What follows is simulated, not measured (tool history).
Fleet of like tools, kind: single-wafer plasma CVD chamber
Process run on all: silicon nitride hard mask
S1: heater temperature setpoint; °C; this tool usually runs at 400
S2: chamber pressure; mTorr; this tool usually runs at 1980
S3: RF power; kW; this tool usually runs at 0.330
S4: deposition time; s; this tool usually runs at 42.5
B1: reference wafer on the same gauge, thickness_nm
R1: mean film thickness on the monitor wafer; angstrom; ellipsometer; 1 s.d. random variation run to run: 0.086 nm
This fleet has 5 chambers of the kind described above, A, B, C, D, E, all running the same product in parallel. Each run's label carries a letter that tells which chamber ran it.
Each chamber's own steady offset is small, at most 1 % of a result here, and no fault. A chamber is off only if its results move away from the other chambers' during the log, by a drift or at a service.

run	hour	S1	S2	S3	S4	B1	R1
1D	12.2	400	1980	0.330	42.5	46.906	554.24
2C	23.0	400	1980	0.330	42.5	46.933	548.56
3E	28.7	400	1980	0.330	42.5	46.923	551.61
4A	41.0	400	1980	0.330	42.5	46.927	551.10
5B	47.1	400	1980	0.330	42.5	46.937	554.53
# hour 47.3: chamber C: thermocouple changed; heater temperature recalibrated
# hour 56.0: chamber D: RF generator calibrated
6B	58.9	400	1980	0.330	42.5	46.932	557.28
7E	69.4	400	1980	0.330	45.1	46.936	585.19
8D	78.2	400	1980	0.330	45.1	46.964	589.82
9A	90.6	400	1980	0.330	45.1	46.955	585.27
10C	99.9	400	1980	0.330	45.1	46.976	583.74
11E	105.3	400	1980	0.330	45.1	46.984	583.84
12A	115.5	400	1980	0.330	42.5	46.981	550.78
13D	123.8	400	1980	0.330	42.5	47.001	553.19
14B	132.8	400	1980	0.330	42.5	46.991	556.49
15C	139.2	400	1980	0.330	42.5	47.008	550.55
# hour 141.7: chamber E: RF generator calibrated
16C	147.6	400	1980	0.330	42.5	47.007	550.37
17A	156.3	400	1980	0.330	42.5	46.995	550.73
18E	167.8	400	1980	0.330	42.5	47.010	550.44
19D	177.2	400	1980	0.330	42.5	47.023	554.95
20B	185.4	400	1980	0.330	42.5	47.041	555.44
21E	197.2	400	1980	0.330	42.5	47.043	552.32
22D	209.9	400	1980	0.330	42.5	47.074	554.87
23A	221.2	400	1980	0.330	42.5	47.070	550.97
24C	228.7	400	1980	0.330	42.5	47.052	550.07
25B	238.6	400	1980	0.330	42.5	47.051	556.83
26A	245.7	400	1980	0.330	42.5	47.086	551.97
27E	255.9	400	1980	0.330	42.5	47.088	552.06
28B	264.4	400	1980	0.330	42.5	47.118	556.12
29C	269.9	400	1980	0.330	42.5	47.081	551.27
# hour 275.2: chamber E: capacitance manometer re-zeroed and calibrated
30D	280.0	400	1980	0.330	49.3	47.097	646.55
31D	285.7	400	1980	0.330	49.3	47.115	643.99
# hour 290.3: chamber C: capacitance manometer re-zeroed and calibrated
32B	294.1	400	1980	0.330	49.3	47.117	646.41
33A	305.8	400	1980	0.330	49.3	47.126	641.00
34E	316.6	400	1980	0.330	49.3	47.108	640.92
35C	328.1	400	1980	0.330	42.5	47.126	550.94
36B	337.2	400	1980	0.330	42.5	47.135	556.26
37C	344.3	400	1980	0.330	42.5	47.137	552.35
38E	355.6	400	1980	0.330	37.4	47.150	488.02
39D	365.1	400	1980	0.330	37.4	47.159	490.43
40A	376.8	400	1980	0.330	37.4	47.154	486.99
41D	384.7	400	1980	0.330	37.4	47.186	489.88
42C	391.2	400	1980	0.330	37.4	47.188	485.46
43E	400.3	400	1980	0.330	42.5	47.177	554.23
44A	412.3	400	1980	0.330	42.5	47.207	553.55

All chambers now run identical settings, listed one chamber a line with results as question marks. What results will each chamber show?
45A	421.4	400	1980	0.330	42.5		?
45B	421.4	400	1980	0.330	42.5		?
45C	421.4	400	1980	0.330	42.5		?
45D	421.4	400	1980	0.330	42.5		?
45E	421.4	400	1980	0.330	42.5		?

run	R1
45A	552.81
45B	557.42
45C	551.96
45D	556.76
45E	554.05

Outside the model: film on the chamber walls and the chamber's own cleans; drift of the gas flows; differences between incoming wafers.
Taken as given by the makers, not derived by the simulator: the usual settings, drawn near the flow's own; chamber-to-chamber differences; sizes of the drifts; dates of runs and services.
